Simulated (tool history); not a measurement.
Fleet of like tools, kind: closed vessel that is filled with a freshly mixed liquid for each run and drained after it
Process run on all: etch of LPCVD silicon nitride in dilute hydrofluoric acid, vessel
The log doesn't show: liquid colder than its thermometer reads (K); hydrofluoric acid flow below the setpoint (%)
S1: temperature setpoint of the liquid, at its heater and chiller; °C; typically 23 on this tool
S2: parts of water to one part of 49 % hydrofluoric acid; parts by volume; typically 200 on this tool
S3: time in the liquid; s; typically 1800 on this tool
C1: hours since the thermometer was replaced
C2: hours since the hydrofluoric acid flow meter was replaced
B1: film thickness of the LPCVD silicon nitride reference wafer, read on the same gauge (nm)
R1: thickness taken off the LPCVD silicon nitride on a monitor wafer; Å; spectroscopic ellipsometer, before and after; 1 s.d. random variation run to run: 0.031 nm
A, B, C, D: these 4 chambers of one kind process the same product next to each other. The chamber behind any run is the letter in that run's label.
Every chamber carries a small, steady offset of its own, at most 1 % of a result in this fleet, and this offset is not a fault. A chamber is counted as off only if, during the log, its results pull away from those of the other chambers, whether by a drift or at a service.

| run | hour | S1 | S2 | S3 | C1 | C2 | B1 | R1 |
|---|---|---|---|---|---|---|---|---|
| 1A | 5.3 | 23 | 200 | 1800 | 945.8 | 19 | 29.998 | 45.13 |
| 2C | 12.7 | 23 | 200 | 1800 | 187.7 | 1064.5 | 29.979 | 44.825 |
| 3D | 21.7 | 23 | 200 | 1800 | 1956.4 | 1158 | 29.969 | 45.608 |
| 4B | 30.7 | 23 | 200 | 1800 | 611.5 | 207 | 29.997 | 44.919 |
| 5D | 39.1 | 26 | 200 | 1800 | 1973.8 | 1175.4 | 29.998 | 54.165 |
| 6C | 46.6 | 26 | 200 | 1800 | 221.6 | 1098.4 | 30 | 53.956 |
|  | 54.2 | chamber D: hydrofluoric acid flow meter replaced |
| 7B | 55.8 | 26 | 200 | 1800 | 636.6 | 232.1 | 29.996 | 54.196 |
| 8A | 63.4 | 26 | 200 | 1800 | 1003.9 | 77.1 | 29.99 | 54.868 |
| 9C | 71.8 | 23 | 200 | 1800 | 246.8 | 1123.6 | 30.001 | 45.355 |
| 10A | 77.5 | 23 | 200 | 1800 | 1018 | 91.2 | 29.986 | 44.913 |
| 11D | 83.7 | 23 | 200 | 1800 | 2018.4 | 29.5 | 30.012 | 44.651 |
| 12B | 92.4 | 23 | 200 | 1800 | 673.2 | 268.7 | 29.981 | 45.485 |
| 13C | 99.9 | 23 | 200 | 1800 | 274.9 | 1151.7 | 29.987 | 44.435 |
| 14D | 107.1 | 27.5 | 235 | 1800 | 2041.8 | 52.9 | 29.981 | 50.786 |
| 15A | 114.1 | 27.5 | 235 | 1800 | 1054.6 | 127.8 | 29.985 | 50.363 |
| 16B | 120 | 27.5 | 235 | 1800 | 700.8 | 296.3 | 29.995 | 51.445 |
| 17C | 127.3 | 27.5 | 235 | 1800 | 302.3 | 1179.1 | 29.992 | 50.789 |
| 18A | 136 | 23 | 200 | 1800 | 1076.5 | 149.7 | 29.985 | 44.309 |
| 19B | 141.4 | 23 | 200 | 1800 | 722.2 | 317.7 | 29.993 | 44.645 |
| 20D | 148.9 | 23 | 200 | 1800 | 2083.6 | 94.7 | 30.006 | 44.973 |
| 21A | 157.6 | 23 | 200 | 1800 | 1098.1 | 171.3 | 29.995 | 44.079 |
| 22C | 168.1 | 21 | 120 | 1800 | 343.1 | 1219.9 | 29.999 | 64.503 |
| 23B | 176.2 | 21 | 120 | 1800 | 757 | 352.5 | 29.986 | 63.903 |
| 24D | 186.3 | 21 | 120 | 1800 | 2121 | 132.1 | 30.037 | 63.992 |
| 25A | 195 | 21 | 120 | 1800 | 1135.5 | 208.7 | 29.96 | 63.136 |
| 26C | 202 | 23 | 200 | 1800 | 377 | 1253.8 | 29.98 | 45.108 |
| 27B | 206.7 | 23 | 200 | 1800 | 787.5 | 383 | 30.029 | 44.866 |
| 28D | 216.7 | 23 | 275 | 2695 | 2151.4 | 162.5 | 29.985 | 49.272 |
| 29D | 222.3 | 23 | 275 | 2695 | 2157 | 168.1 | 30.01 | 49.581 |
| 30C | 231.8 | 23 | 275 | 2695 | 406.8 | 1283.6 | 30.028 | 49.537 |
| 31A | 238.2 | 23 | 275 | 2695 | 1178.7 | 251.9 | 29.992 | 48.139 |
|  | 240.6 | chamber D: thermometer replaced |
| 32B | 246.4 | 23 | 200 | 1800 | 827.2 | 422.7 | 29.988 | 44.51 |
| 33D | 255.6 | 23 | 200 | 1800 | 15 | 201.4 | 29.993 | 45.116 |

Decide between three cases: one chamber stands off from its peers, the gauge reading all wafers drifts, or nothing is wrong past each chamber's small offset. Where a chamber is off, say which and what most likely put it there.

Chamber A drifts away from the others.
Likeliest cause: liquid colder than its thermometer reads (K) = 0.67.
With only this log, it may be confused with: hydrofluoric acid flow below the setpoint (%).

Chamber A could run next with any of the 4 candidate recipes listed below; each alters the usual settings, and their results appear as question marks. Which one brings its results back in line with what the other chambers deliver on the usual settings?
In line here means within this much of the mean the other chambers give on the usual settings: R1 1.1 Å
| 34A-1 | 263.1 | 23 | 200 | 1750 |  |  |  | ? |
| 34A-2 | 263.1 | 23.5 | 200 | 1800 |  |  |  | ? |
| 34A-3 | 263.1 | 23 | 205 | 1715 |  |  |  | ? |
| 34A-4 | 263.1 | 23 | 195 | 1890 |  |  |  | ? |

Mean of the other chambers on the usual settings: R1 45.036 Å
| run | R1 |
|---|---|
| 34A-1 | 42.026 |
| 34A-2 | 44.606 |
| 34A-3 | 40.214 |
| 34A-4 | 46.513 |
The answer is 34A-2, which returns the chamber to within the allowed miss of the others.

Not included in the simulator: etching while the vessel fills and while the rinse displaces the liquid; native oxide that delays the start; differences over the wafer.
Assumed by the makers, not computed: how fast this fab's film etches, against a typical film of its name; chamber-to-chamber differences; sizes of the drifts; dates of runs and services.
